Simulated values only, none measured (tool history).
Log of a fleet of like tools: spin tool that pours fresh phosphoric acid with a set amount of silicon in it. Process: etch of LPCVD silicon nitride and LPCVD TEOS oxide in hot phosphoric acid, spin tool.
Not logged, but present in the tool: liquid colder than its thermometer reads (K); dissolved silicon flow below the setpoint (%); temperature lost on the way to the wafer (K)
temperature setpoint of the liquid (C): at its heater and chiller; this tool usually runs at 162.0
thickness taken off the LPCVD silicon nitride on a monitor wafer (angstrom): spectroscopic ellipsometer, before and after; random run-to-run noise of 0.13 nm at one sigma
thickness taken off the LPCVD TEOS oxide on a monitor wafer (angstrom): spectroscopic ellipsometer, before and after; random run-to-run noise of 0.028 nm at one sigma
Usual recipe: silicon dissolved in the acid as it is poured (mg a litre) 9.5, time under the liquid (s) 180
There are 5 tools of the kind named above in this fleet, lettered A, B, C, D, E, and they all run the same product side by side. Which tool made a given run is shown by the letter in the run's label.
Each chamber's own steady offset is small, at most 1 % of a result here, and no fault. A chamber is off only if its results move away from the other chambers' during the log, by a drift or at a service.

run   hour  temperature setpoint of the liquid (C)  silicon dissolved in the acid as it is poured (mg a litre)  time under the liquid (s)  hours since the thermometer was replaced  hours since the dissolved silicon flow meter was replaced  hours since the heated supply line was repaired  read-back film thickness of the LPCVD silicon nitride reference wafer, read on the same gauge (nm)  read-back film thickness of the LPCVD TEOS oxide reference wafer, read on the same gauge (nm)  thickness taken off the LPCVD silicon nitride on a monitor wafer (angstrom)  thickness taken off the LPCVD TEOS oxide on a monitor wafer (angstrom)
 1C   11.1                                   162.0                                                         9.5                        180                                     132.8                                                      153.4                                            957.9                                                                                              140.00                                                                                         29.977                                                                       154.02                                                                  4.4246
 2E   20.2                                   162.0                                                         9.5                        180                                      86.7                                                      337.6                                           1080.2                                                                                              139.98                                                                                         29.995                                                                       155.57                                                                  4.8245
 3A   29.6                                   162.0                                                         9.5                        180                                     155.5                                                      398.5                                            586.9                                                                                              140.03                                                                                         29.996                                                                       152.64                                                                  4.9517
 4D   41.5                                   162.0                                                         9.5                        180                                     782.3                                                      206.3                                           2506.0                                                                                              140.01                                                                                         30.016                                                                       153.88                                                                  4.5060
      51.9  -- chamber E: heated supply line repaired
 5B   56.7                                   162.0                                                         9.5                        180                                     168.4                                                      930.2                                            467.3                                                                                              140.02                                                                                         29.991                                                                       152.78                                                                  4.8251
 6B   71.3                                   164.5                                                         9.5                        180                                     183.0                                                      944.8                                            481.9                                                                                              139.98                                                                                         30.009                                                                       167.50                                                                  5.8134
 7A   79.0                                   164.5                                                         9.5                        180                                     204.9                                                      447.9                                            636.3                                                                                              140.01                                                                                         30.000                                                                       167.59                                                                  5.2852
      90.1  -- chamber C: heated supply line repaired
 8C   92.1                                   164.5                                                         9.5                        180                                     213.8                                                      234.4                                              2.0                                                                                              139.99                                                                                         30.004                                                                       164.34                                                                  5.9097
 9D  107.6                                   164.5                                                         9.5                        180                                     848.4                                                      272.4                                           2572.1                                                                                              140.01                                                                                         30.007                                                                       166.92                                                                  4.8297
10E  118.3                                   164.5                                                         9.5                        180                                     184.8                                                      435.7                                             66.5                                                                                              140.00                                                                                         30.004                                                                       169.32                                                                  5.3832
11A  132.4                                   162.0                                                         9.5                        180                                     258.3                                                      501.3                                            689.7                                                                                              139.99                                                                                         30.003                                                                       153.18                                                                  4.5331
12B  142.7                                   162.0                                                         9.5                        180                                     254.4                                                     1016.2                                            553.3                                                                                              139.99                                                                                         30.004                                                                       151.85                                                                  4.3151
13E  152.0                                   161.0                                                         9.5                        180                                     218.5                                                      469.4                                            100.2                                                                                              140.01                                                                                         30.000                                                                       151.34                                                                  4.2084
14D  163.6                                   161.0                                                         9.5                        180                                     904.4                                                      328.4                                           2628.1                                                                                              140.01                                                                                         30.000                                                                       149.41                                                                  4.5427
15C  179.0                                   161.0                                                         9.5                        180                                     300.7                                                      321.3                                             88.9                                                                                              139.98                                                                                         30.009                                                                       149.48                                                                  4.8039
16B  190.3                                   161.0                                                         9.5                        180                                     302.0                                                     1063.8                                            600.9                                                                                              140.00                                                                                         30.021                                                                       152.11                                                                  4.3580
17D  205.8                                   161.0                                                         9.5                        180                                     946.6                                                      370.6                                           2670.3                                                                                              139.98                                                                                         30.008                                                                       144.49                                                                  4.2872
18E  214.0                                   162.0                                                         9.5                        180                                     280.5                                                      531.4                                            162.2                                                                                              140.00                                                                                         30.024                                                                       155.34                                                                  4.4348
19C  224.1                                   162.0                                                         9.5                        180                                     345.8                                                      366.4                                            134.0                                                                                              140.00                                                                                         30.006                                                                       152.22                                                                  4.6572
20A  236.0                                   162.0                                                         9.5                        180                                     361.9                                                      604.9                                            793.3                                                                                              140.00                                                                                         30.015                                                                       153.35                                                                  4.1581
21C  252.2                                   162.0                                                         9.5                        180                                     373.9                                                      394.5                                            162.1                                                                                              140.02                                                                                         29.984                                                                       153.58                                                                  4.7379
22E  265.5                                   162.0                                                         9.5                        180                                     332.0                                                      582.9                                            213.7                                                                                              140.03                                                                                         29.996                                                                       153.69                                                                  4.2080
23D  281.2                                   162.0                                                         9.5                        180                                    1022.0                                                      446.0                                           2745.7                                                                                              140.01                                                                                         30.017                                                                       151.71                                                                  3.8889
24B  289.1                                   165.0                                                        16.0                        180                                     400.8                                                     1162.6                                            699.7                                                                                              140.01                                                                                         29.987                                                                       169.67                                                                  4.6186
25A  299.9                                   165.0                                                        16.0                        180                                     425.8                                                      668.8                                            857.2                                                                                              140.00                                                                                         29.991                                                                       166.82                                                                  4.4970
26E  310.9                                   165.0                                                        16.0                        180                                     377.4                                                      628.3                                            259.1                                                                                              140.00                                                                                         30.013                                                                       169.27                                                                  4.4181
27A  323.4                                   165.0                                                        16.0                        180                                     449.3                                                      692.3                                            880.7                                                                                              139.99                                                                                         30.013                                                                       170.50                                                                  4.2666
28D  338.6                                   165.0                                                        16.0                        180                                    1079.4                                                      503.4                                           2803.1                                                                                              140.03                                                                                         29.989                                                                       163.93                                                                  4.7031
29C  352.0                                   162.0                                                         9.5                        180                                     473.7                                                      494.3                                            261.9                                                                                              139.97                                                                                         29.982                                                                       154.26                                                                  4.2110
30B  366.6                                   162.0                                                         9.5                        180                                     478.3                                                     1240.1                                            777.2                                                                                              140.02                                                                                         30.002                                                                       155.44                                                                  4.0335
31D  379.2                                   162.0                                                         9.5                        180                                    1120.0                                                      544.0                                           2843.7                                                                                              139.98                                                                                         29.999                                                                       147.78                                                                  4.2705
     387.0  -- chamber B: heated supply line repaired
32B  387.6                                   162.0                                                         3.5                        180                                     499.3                                                     1261.1                                              0.6                                                                                              139.99                                                                                         29.994                                                                       155.98                                                                  5.6573
33E  401.7                                   162.0                                                         3.5                        180                                     468.2                                                      719.1                                            349.9                                                                                              139.99                                                                                         30.004                                                                       155.27                                                                  5.0642

Each of the 5 chambers runs these same settings next. Fill in every chamber's results:
34A  413.6                                   162.0                                                         9.5                        180                                                                                                                                                                                                                                                                                                                                                                                                                                     ?                                                                       ?
34B  413.6                                   162.0                                                         9.5                        180                                                                                                                                                                                                                                                                                                                                                                                                                                     ?                                                                       ?
34C  413.6                                   162.0                                                         9.5                        180                                                                                                                                                                                                                                                                                                                                                                                                                                     ?                                                                       ?
34D  413.6                                   162.0                                                         9.5                        180                                                                                                                                                                                                                                                                                                                                                                                                                                     ?                                                                       ?
34E  413.6                                   162.0                                                         9.5                        180                                                                                                                                                                                                                                                                                                                                                                                                                                     ?                                                                       ?

run  thickness taken off the LPCVD silicon nitride on a monitor wafer (angstrom)  thickness taken off the LPCVD TEOS oxide on a monitor wafer (angstrom)
34A                                                                       154.85                                                                  4.3645
34B                                                                       155.68                                                                  4.9649
34C                                                                       154.38                                                                  4.4675
34D                                                                       146.20                                                                  3.9127
34E                                                                       154.49                                                                  5.1653
